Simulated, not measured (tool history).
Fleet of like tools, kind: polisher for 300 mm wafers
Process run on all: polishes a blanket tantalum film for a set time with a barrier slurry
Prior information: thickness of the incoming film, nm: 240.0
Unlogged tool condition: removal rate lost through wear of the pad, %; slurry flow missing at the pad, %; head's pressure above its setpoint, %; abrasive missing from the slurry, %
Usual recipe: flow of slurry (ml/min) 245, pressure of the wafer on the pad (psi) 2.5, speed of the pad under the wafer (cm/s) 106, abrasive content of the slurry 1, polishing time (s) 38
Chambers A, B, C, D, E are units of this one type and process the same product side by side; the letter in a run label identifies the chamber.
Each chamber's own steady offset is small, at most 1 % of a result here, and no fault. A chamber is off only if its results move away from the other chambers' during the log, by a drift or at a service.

run  hour  flow of slurry (ml/min)  pressure of the wafer on the pad (psi)  speed of the pad under the wafer (cm/s)  abrasive content of the slurry  polishing time (s)  wafers polished on this pad  hours since the slurry nozzle was cleaned  hours since the head pressure was calibrated  hours since the slurry blender was calibrated  film removed (angstrom)
      1.6  -- chamber D: worn pad replaced by a new one
 1A   2.8                      245                                     2.5                                      106                               1                  38                          393                                      201.1                                         225.3                                          193.0                   750.43
 2B   7.0                      245                                     2.5                                      106                               1                  38                          584                                       62.8                                         467.6                                          297.1                   759.65
      8.2  -- chamber C: slurry nozzle cleaned
 3E   9.7                      245                                     2.5                                      106                               1                  38                          952                                      104.1                                         706.0                                           49.9                   775.24
 4D  11.8                      245                                     2.5                                      106                               1                  38                          134                                      266.8                                         377.8                                          324.4                   766.12
 5C  15.9                      245                                     3.1                                      106                               1                  50                          961                                        7.7                                         397.3                                          220.8                  1235.20
     16.7  -- chamber B: worn pad replaced by a new one
 6B  18.6                      245                                     3.1                                      106                               1                  50                           26                                       74.4                                         479.2                                          308.7                  1220.20
 7E  21.8                      245                                     3.1                                      106                               1                  50                         1111                                      116.2                                         718.1                                           62.0                  1232.30
     23.3  -- chamber C: worn pad replaced by a new one
 8C  24.2                      245                                     3.1                                      106                               1                  50                           12                                       16.0                                         405.6                                          229.1                  1237.60
 9A  27.9                      245                                     3.1                                      106                               1                  50                          723                                      226.2                                         250.4                                          218.1                  1213.50
10D  31.4                      245                                     2.5                                      106                               1                  38                          391                                      286.4                                         397.4                                          344.0                   765.88
     32.5  -- chamber E: worn pad replaced by a new one
11E  35.4                      245                                     2.5                                      106                               1                  38                           39                                      129.8                                         731.7                                           75.6                   762.95
     36.7  -- chamber D: worn pad replaced by a new one
12C  38.6                      245                                     2.5                                      106                               1                  38                          201                                       30.4                                         420.0                                          243.5                   757.16
13D  40.9                      245                                     2.5                                      106                               1                  38                           55                                      295.9                                         406.9                                          353.5                   765.85
14B  44.1                      245                                     2.5                                      106                               1                  38                          361                                       99.9                                         504.7                                          334.2                   750.61
15A  46.8                      245                                     2.5                                      106                               1                  38                          971                                      245.1                                         269.3                                          237.0                   746.71
16B  49.3                      245                                     2.5                                      106                               1                  38                          429                                      105.1                                         509.9                                          339.4                   755.07
17C  53.6                      245                                     2.5                                      106                               1                  38                          398                                       45.4                                         435.0                                          258.5                   741.94
18E  57.2                      245                                     2.5                                      106                               1                  38                          325                                      151.6                                         753.5                                           97.4                   757.83
19A  60.7                      245                                     2.5                                      106                               1                  38                         1154                                      259.0                                         283.2                                          250.9                   746.24
20D  63.3                      245                                     2.5                                      106                               1                  38                          349                                      318.3                                         429.3                                          375.9                   758.24
21D  65.8                      245                                     2.5                                      106                               1                  38                          382                                      320.8                                         431.8                                          378.4                   755.53
     67.5  -- chamber B: worn pad replaced by a new one
22A  67.9                      245                                     2.5                                      106                               1                  38                         1248                                      266.2                                         290.4                                          258.1                   752.81
     71.0  -- chamber D: worn pad replaced by a new one
23C  71.6                      245                                     2.5                                      106                               1                  38                          634                                       63.4                                         453.0                                          276.5                   757.96
     71.7  -- chamber A: worn pad replaced by a new one
     74.1  -- chamber C: head pressure recalibrated
24B  75.3                      245                                     2.5                                      106                               1                  38                          102                                      131.1                                         535.9                                          365.4                   758.82
     79.2  -- chamber A: slurry blender recalibrated
25E  79.8                      245                                     2.5                                      106                               1                  38                          622                                      174.2                                         776.1                                          120.0                   758.02
26D  84.0                      245                                     2.5                                      106                               1                  38                          171                                      339.0                                         450.0                                          396.6                   769.14
27E  86.0                      245                                     2.5                                      106                               1                  38                          703                                      180.4                                         782.3                                          126.2                   760.46
28A  88.0                      245                                     2.5                                      106                               1                  38                          214                                      286.3                                         310.5                                            8.9                   752.49
29C  92.0                      245                                     2.5                                      106                               1                  38                          902                                       83.8                                          17.9                                          296.9                   746.14
     92.1  -- chamber B: slurry blender recalibrated
30B  95.3                      245                                     2.9                                      142                               1                  38                          365                                      151.1                                         555.9                                            3.2                  1167.50
31C  99.2                      245                                     2.9                                      142                               1                  38                          997                                       91.0                                          25.1                                          304.1                  1167.10

Is one chamber out of step, is the gauge drifting, or do the chambers differ by no more than their own small offsets? For an off chamber, give its letter and the likeliest cause.

The fleet is healthy, with each chamber sitting at its usual small offset and no drift in the gauge.
